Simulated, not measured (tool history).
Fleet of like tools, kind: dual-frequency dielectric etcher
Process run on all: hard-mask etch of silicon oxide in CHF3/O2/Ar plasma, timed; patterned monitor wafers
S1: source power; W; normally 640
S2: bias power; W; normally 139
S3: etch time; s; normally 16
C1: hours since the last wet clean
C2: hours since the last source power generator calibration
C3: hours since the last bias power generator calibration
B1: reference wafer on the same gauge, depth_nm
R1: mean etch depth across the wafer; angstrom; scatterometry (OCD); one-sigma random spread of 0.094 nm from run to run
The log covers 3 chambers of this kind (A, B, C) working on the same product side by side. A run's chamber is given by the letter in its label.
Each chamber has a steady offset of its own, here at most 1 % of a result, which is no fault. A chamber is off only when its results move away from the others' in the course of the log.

{"run": "1A", "hour": 8.1, "S1": 640, "S2": 139, "S3": 16, "C1": 217.7, "C2": 1393.2, "C3": 463.3, "B1": 27.979, "R1": 296.69}
{"run": "2B", "hour": 16.6, "S1": 640, "S2": 139, "S3": 16, "C1": 213.2, "C2": 3002, "C3": 378.3, "B1": 27.998, "R1": 296.37}
{"run": "3C", "hour": 23.5, "S1": 640, "S2": 139, "S3": 16, "C1": 112, "C2": 1997.8, "C3": 3416.4, "B1": 27.991, "R1": 296.81}
{"run": "4A", "hour": 33.6, "S1": 640, "S2": 139, "S3": 16, "C1": 243.2, "C2": 1418.7, "C3": 488.8, "B1": 28.002, "R1": 296.14}
{"run": "5B", "hour": 42.7, "S1": 640, "S2": 139, "S3": 16, "C1": 239.3, "C2": 3028.1, "C3": 404.4, "B1": 27.985, "R1": 297.47}
{"run": "6C", "hour": 52.3, "S1": 640, "S2": 139, "S3": 16, "C1": 140.8, "C2": 2026.6, "C3": 3445.2, "B1": 27.99, "R1": 297.89}
{"run": "7C", "hour": 61.7, "S1": 640, "S2": 139, "S3": 16, "C1": 150.2, "C2": 2036, "C3": 3454.6, "B1": 27.991, "R1": 297.26}
{"run": "8B", "hour": 70.5, "S1": 640, "S2": 139, "S3": 16, "C1": 267.1, "C2": 3055.9, "C3": 432.2, "B1": 28, "R1": 297.67}
{"hour": 72.0, "done": "chamber B: source power generator calibrated"}
{"run": "9A", "hour": 79.7, "S1": 640, "S2": 139, "S3": 16, "C1": 289.3, "C2": 1464.8, "C3": 534.9, "B1": 28.022, "R1": 295.68}
{"run": "10B", "hour": 89.4, "S1": 640, "S2": 139, "S3": 16, "C1": 286, "C2": 17.5, "C3": 451.1, "B1": 28.006, "R1": 297.17}
{"run": "11A", "hour": 99.5, "S1": 640, "S2": 139, "S3": 16, "C1": 309.1, "C2": 1484.6, "C3": 554.7, "B1": 28.014, "R1": 298.13}
{"run": "12C", "hour": 107.5, "S1": 640, "S2": 139, "S3": 16, "C1": 196, "C2": 2081.8, "C3": 3500.4, "B1": 28.013, "R1": 297.59}
{"run": "13A", "hour": 113.2, "S1": 640, "S2": 139, "S3": 16, "C1": 322.8, "C2": 1498.3, "C3": 568.4, "B1": 27.999, "R1": 296.88}
{"run": "14B", "hour": 121.5, "S1": 640, "S2": 139, "S3": 16, "C1": 318.1, "C2": 49.6, "C3": 483.2, "B1": 28.009, "R1": 297.16}
{"run": "15C", "hour": 127.7, "S1": 640, "S2": 139, "S3": 16, "C1": 216.2, "C2": 2102, "C3": 3520.6, "B1": 28, "R1": 296.6}
{"run": "16B", "hour": 136.9, "S1": 640, "S2": 109, "S3": 16, "C1": 333.5, "C2": 65, "C3": 498.6, "B1": 27.996, "R1": 277.16}
{"run": "17C", "hour": 142.5, "S1": 640, "S2": 109, "S3": 16, "C1": 231, "C2": 2116.8, "C3": 3535.4, "B1": 28.004, "R1": 276.29}
{"run": "18A", "hour": 152.3, "S1": 640, "S2": 109, "S3": 16, "C1": 361.9, "C2": 1537.4, "C3": 607.5, "B1": 27.995, "R1": 274.99}
{"run": "19A", "hour": 159.5, "S1": 640, "S2": 139, "S3": 16, "C1": 369.1, "C2": 1544.6, "C3": 614.7, "B1": 28.022, "R1": 296.87}
{"hour": 169.6, "done": "chamber C: bias power generator calibrated"}
{"run": "20C", "hour": 169.7, "S1": 640, "S2": 139, "S3": 16, "C1": 258.2, "C2": 2144, "C3": 0.2, "B1": 27.996, "R1": 295.5}
{"run": "21B", "hour": 179.7, "S1": 640, "S2": 139, "S3": 16, "C1": 376.3, "C2": 107.8, "C3": 541.4, "B1": 27.995, "R1": 296.77}
{"hour": 180.1, "done": "chamber A: wet clean of the chamber"}
{"run": "22C", "hour": 185.8, "S1": 640, "S2": 139, "S3": 16, "C1": 274.3, "C2": 2160.1, "C3": 16.3, "B1": 28.012, "R1": 296.8}
{"run": "23A", "hour": 196.7, "S1": 640, "S2": 139, "S3": 16, "C1": 16.6, "C2": 1581.8, "C3": 651.9, "B1": 27.983, "R1": 286.66}
{"run": "24B", "hour": 204.9, "S1": 640, "S2": 139, "S3": 19, "C1": 401.5, "C2": 133, "C3": 566.6, "B1": 27.996, "R1": 351.31}
{"run": "25A", "hour": 210.9, "S1": 640, "S2": 139, "S3": 19, "C1": 30.8, "C2": 1596, "C3": 666.1, "B1": 27.987, "R1": 340.55}
{"run": "26B", "hour": 220.8, "S1": 640, "S2": 139, "S3": 19, "C1": 417.4, "C2": 148.9, "C3": 582.5, "B1": 28.023, "R1": 351.84}
{"run": "27C", "hour": 227.8, "S1": 640, "S2": 139, "S3": 16, "C1": 316.3, "C2": 2202.1, "C3": 58.3, "B1": 27.996, "R1": 297.07}
{"run": "28A", "hour": 234.8, "S1": 640, "S2": 139, "S3": 16, "C1": 54.7, "C2": 1619.9, "C3": 690, "B1": 28.021, "R1": 284.81}
{"run": "29B", "hour": 242.0, "S1": 640, "S2": 139, "S3": 16, "C1": 438.6, "C2": 170.1, "C3": 603.7, "B1": 28.001, "R1": 298.1}
{"run": "30C", "hour": 249.5, "S1": 640, "S2": 139, "S3": 16, "C1": 338, "C2": 2223.8, "C3": 80, "B1": 28.017, "R1": 297.16}
{"run": "31A", "hour": 257.8, "S1": 640, "S2": 139, "S3": 16, "C1": 77.7, "C2": 1642.9, "C3": 713, "B1": 27.99, "R1": 286.16}
{"run": "32C", "hour": 265.8, "S1": 640, "S2": 139, "S3": 16, "C1": 354.3, "C2": 2240.1, "C3": 96.3, "B1": 27.988, "R1": 298.04}
{"run": "33B", "hour": 273.3, "S1": 640, "S2": 139, "S3": 16, "C1": 469.9, "C2": 201.4, "C3": 635, "B1": 27.99, "R1": 296.92}
{"run": "34C", "hour": 282.9, "S1": 640, "S2": 139, "S3": 16, "C1": 371.4, "C2": 2257.2, "C3": 113.4, "B1": 27.992, "R1": 297.53}
{"run": "35A", "hour": 291.2, "S1": 640, "S2": 139, "S3": 16, "C1": 111.1, "C2": 1676.3, "C3": 746.4, "B1": 28.003, "R1": 285.96}
{"hour": 295.2, "done": "chamber B: wet clean of the chamber"}
{"run": "36B", "hour": 299.3, "S1": 640, "S2": 139, "S3": 16, "C1": 4.2, "C2": 227.4, "C3": 661, "B1": 28.016, "R1": 298}
{"run": "37A", "hour": 306.9, "S1": 640, "S2": 152, "S3": 16, "C1": 126.8, "C2": 1692, "C3": 762.1, "B1": 28.006, "R1": 294.9}
{"run": "38C", "hour": 312.0, "S1": 640, "S2": 152, "S3": 16, "C1": 400.5, "C2": 2286.3, "C3": 142.5, "B1": 28.002, "R1": 306.58}
{"run": "39B", "hour": 317.7, "S1": 640, "S2": 152, "S3": 16, "C1": 22.6, "C2": 245.8, "C3": 679.4, "B1": 27.965, "R1": 305.05}
{"run": "40B", "hour": 323.8, "S1": 640, "S2": 128, "S3": 16, "C1": 28.7, "C2": 251.9, "C3": 685.5, "B1": 27.988, "R1": 290.07}
{"run": "41C", "hour": 330.1, "S1": 640, "S2": 128, "S3": 16, "C1": 418.6, "C2": 2304.4, "C3": 160.6, "B1": 28.001, "R1": 289.46}
{"run": "42A", "hour": 341.1, "S1": 640, "S2": 128, "S3": 16, "C1": 161, "C2": 1726.2, "C3": 796.3, "B1": 28.006, "R1": 277.01}

For the next run the whole fleet of 3 chambers uses the same settings. Give each chamber's results:
{"run": "43A", "hour": 349.2, "S1": 640, "S2": 139, "S3": 18, "R1": "?"}
{"run": "43B", "hour": 349.2, "S1": 640, "S2": 139, "S3": 18, "R1": "?"}
{"run": "43C", "hour": 349.2, "S1": 640, "S2": 139, "S3": 18, "R1": "?"}

run=43A R1=321.17
run=43B R1=333.79
run=43C R1=333.34
